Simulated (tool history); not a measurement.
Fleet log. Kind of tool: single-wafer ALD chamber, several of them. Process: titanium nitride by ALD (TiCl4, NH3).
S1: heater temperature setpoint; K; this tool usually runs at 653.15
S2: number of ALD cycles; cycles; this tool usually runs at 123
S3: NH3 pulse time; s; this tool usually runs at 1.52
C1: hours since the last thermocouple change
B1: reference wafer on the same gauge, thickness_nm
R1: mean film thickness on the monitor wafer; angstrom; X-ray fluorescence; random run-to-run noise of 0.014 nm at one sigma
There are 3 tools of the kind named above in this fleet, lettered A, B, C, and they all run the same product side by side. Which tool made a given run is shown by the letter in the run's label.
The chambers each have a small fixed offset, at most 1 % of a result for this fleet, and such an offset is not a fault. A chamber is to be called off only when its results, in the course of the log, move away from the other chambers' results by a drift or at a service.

run 1C hour=2.4 | S1=653.15 S2=123 S3=1.52 | C1=77.8 | B1=2.7187 | R1=26.458
run 2A hour=4.7 | S1=653.15 S2=123 S3=1.52 | C1=1720.3 | B1=2.7194 | R1=26.439
run 3B hour=7.1 | S1=653.15 S2=123 S3=1.52 | C1=470.4 | B1=2.7179 | R1=26.388
run 4C hour=10.1 | S1=653.15 S2=123 S3=1.52 | C1=85.5 | B1=2.7219 | R1=25.852
run 5A hour=13.6 | S1=653.15 S2=123 S3=1.52 | C1=1729.2 | B1=2.7193 | R1=26.197
run 6B hour=16.3 | S1=653.15 S2=123 S3=1.52 | C1=479.6 | B1=2.7189 | R1=26.692
run 7A hour=21.0 | S1=653.15 S2=123 S3=1.11 | C1=1736.6 | B1=2.7186 | R1=25.756
run 8B hour=23.9 | S1=653.15 S2=123 S3=1.11 | C1=487.2 | B1=2.7216 | R1=25.942
run 9C hour=26.4 | S1=653.15 S2=123 S3=1.11 | C1=101.8 | B1=2.7209 | R1=25.542
run 10B hour=29.6 | S1=644.15 S2=141 S3=1.52 | C1=492.9 | B1=2.7219 | R1=29.878
run 11A hour=33.4 | S1=644.15 S2=141 S3=1.52 | C1=1749.0 | B1=2.7218 | R1=29.711
run 12C hour=37.5 | S1=644.15 S2=141 S3=1.52 | C1=112.9 | B1=2.7209 | R1=29.327
run 13C hour=41.0 | S1=653.15 S2=123 S3=1.52 | C1=116.4 | B1=2.7229 | R1=26.180
run 14A hour=43.2 | S1=659.15 S2=123 S3=1.74 | C1=1758.8 | B1=2.7181 | R1=26.813
run 15B hour=47.6 | S1=659.15 S2=123 S3=1.74 | C1=510.9 | B1=2.7144 | R1=26.703
run 16A hour=50.1 | S1=659.15 S2=123 S3=1.74 | C1=1765.7 | B1=2.7211 | R1=26.675
run 17B hour=54.2 | S1=653.15 S2=123 S3=1.52 | C1=517.5 | B1=2.7205 | R1=26.230
run 18C hour=58.3 | S1=653.15 S2=123 S3=1.52 | C1=133.7 | B1=2.7189 | R1=26.215
run 19B hour=63.0 | S1=653.15 S2=123 S3=1.52 | C1=526.3 | B1=2.7165 | R1=26.456
run 20A hour=65.3 | S1=653.15 S2=123 S3=1.52 | C1=1780.9 | B1=2.7204 | R1=26.279
run 21C hour=68.9 | S1=653.15 S2=123 S3=1.52 | C1=144.3 | B1=2.7186 | R1=26.202
run 22A hour=71.3 | S1=653.15 S2=123 S3=1.52 | C1=1786.9 | B1=2.7187 | R1=26.204
run 23B hour=75.0 | S1=653.15 S2=123 S3=1.52 | C1=538.3 | B1=2.7193 | R1=26.517
run 24C hour=79.8 | S1=653.15 S2=123 S3=1.52 | C1=155.2 | B1=2.7196 | R1=26.042
run 25A hour=83.0 | S1=653.15 S2=123 S3=1.52 | C1=1798.6 | B1=2.7182 | R1=26.190
run 26B hour=86.3 | S1=653.15 S2=123 S3=1.52 | C1=549.6 | B1=2.7200 | R1=26.314
run 27C hour=90.9 | S1=653.15 S2=123 S3=1.52 | C1=166.3 | B1=2.7248 | R1=26.165
run 28A hour=94.8 | S1=653.15 S2=123 S3=1.52 | C1=1810.4 | B1=2.7203 | R1=26.397
run 29C hour=97.2 | S1=653.15 S2=123 S3=1.52 | C1=172.6 | B1=2.7214 | R1=26.131
run 30B hour=101.6 | S1=653.15 S2=123 S3=1.52 | C1=564.9 | B1=2.7185 | R1=26.269
run 31B hour=104.6 | S1=653.15 S2=123 S3=1.52 | C1=567.9 | B1=2.7214 | R1=26.385
run 32C hour=107.4 | S1=653.15 S2=139 S3=1.13 | C1=182.8 | B1=2.7205 | R1=29.032
run 33A hour=109.9 | S1=653.15 S2=139 S3=1.13 | C1=1825.5 | B1=2.7197 | R1=28.805

For the next run the whole fleet of 3 chambers uses the same settings. Give each chamber's results:
run 34A hour=113.4 | S1=653.15 S2=123 S3=1.52 | R1=?
run 34B hour=113.4 | S1=653.15 S2=123 S3=1.52 | R1=?
run 34C hour=113.4 | S1=653.15 S2=123 S3=1.52 | R1=?

run=34A R1=26.338
run=34B R1=26.221
run=34C R1=26.266
